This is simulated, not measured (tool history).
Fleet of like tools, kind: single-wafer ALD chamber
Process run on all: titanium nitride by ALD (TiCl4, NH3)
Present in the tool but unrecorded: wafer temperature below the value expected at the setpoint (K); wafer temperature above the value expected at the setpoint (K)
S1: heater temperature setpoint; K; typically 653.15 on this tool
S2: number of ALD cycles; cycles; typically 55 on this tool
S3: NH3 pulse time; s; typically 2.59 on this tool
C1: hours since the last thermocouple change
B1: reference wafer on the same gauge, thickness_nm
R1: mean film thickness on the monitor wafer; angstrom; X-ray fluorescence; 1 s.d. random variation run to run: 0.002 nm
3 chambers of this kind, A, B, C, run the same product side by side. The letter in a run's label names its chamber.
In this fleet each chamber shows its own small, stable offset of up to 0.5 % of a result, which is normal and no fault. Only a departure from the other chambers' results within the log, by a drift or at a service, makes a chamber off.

| run | hour | S1 | S2 | S3 | C1 | B1 | R1 |
|---|---|---|---|---|---|---|---|
| 1B | 6.2 | 653.15 | 55 | 2.59 | 938.6 | 1.3304 | 12.075 |
| 2C | 14.7 | 653.15 | 55 | 2.59 | 190.2 | 1.3307 | 12.065 |
| 3A | 22.4 | 653.15 | 55 | 2.59 | 759 | 1.3309 | 12.054 |
| 4B | 30.6 | 653.15 | 55 | 2.59 | 963 | 1.3318 | 12.09 |
| 5A | 35.7 | 653.15 | 55 | 2.59 | 772.3 | 1.332 | 12.068 |
| 6C | 43.6 | 653.15 | 55 | 2.59 | 219.1 | 1.3325 | 12.091 |
| 7B | 52.1 | 653.15 | 55 | 2.59 | 984.5 | 1.3326 | 12.092 |
| 8A | 57.2 | 653.15 | 55 | 2.59 | 793.8 | 1.3333 | 12.036 |
| 9C | 64.3 | 653.15 | 55 | 2.59 | 239.8 | 1.3335 | 12.096 |
| 10C | 71.1 | 653.15 | 55 | 2.59 | 246.6 | 1.3339 | 12.103 |
| 11A | 78.3 | 653.15 | 55 | 2.59 | 814.9 | 1.3342 | 12.061 |
| 12B | 83.7 | 653.15 | 55 | 2.59 | 1016.1 | 1.3344 | 12.117 |
| 13C | 88.5 | 653.15 | 55 | 2.59 | 264 | 1.3344 | 12.07 |
| 14A | 94.9 | 653.15 | 55 | 2.59 | 831.5 | 1.3347 | 12.053 |
| 15B | 102.6 | 653.15 | 55 | 2.59 | 1035 | 1.3357 | 12.122 |
| 16A | 110.3 | 653.15 | 55 | 2.59 | 846.9 | 1.3354 | 12.051 |
| 17C | 118.5 | 653.15 | 55 | 2.59 | 294 | 1.3361 | 12.122 |
| 18B | 123.1 | 653.15 | 55 | 2.59 | 1055.5 | 1.3362 | 12.171 |
| 19A | 131.1 | 653.15 | 55 | 2.59 | 867.7 | 1.3376 | 12.106 |
| 20B | 139.3 | 653.15 | 55 | 2.59 | 1071.7 | 1.3374 | 12.141 |
| 21C | 147.9 | 663.15 | 46 | 2.59 | 323.4 | 1.3377 | 10.218 |
| 22A | 156.7 | 663.15 | 46 | 2.59 | 893.3 | 1.3383 | 10.213 |
| 23C | 161.4 | 663.15 | 46 | 2.59 | 336.9 | 1.3386 | 10.215 |

Has any chamber moved away from the others, gradually or after a service, or does the common gauge drift, or do the chambers differ only by their own small steady offsets? State the chamber and the most likely cause if one applies.

It is the gauge, not a chamber: its drift shows up in every chamber's results at once, and no chamber is off.
Most likely cause: gauge reads high (%) = 0.676.
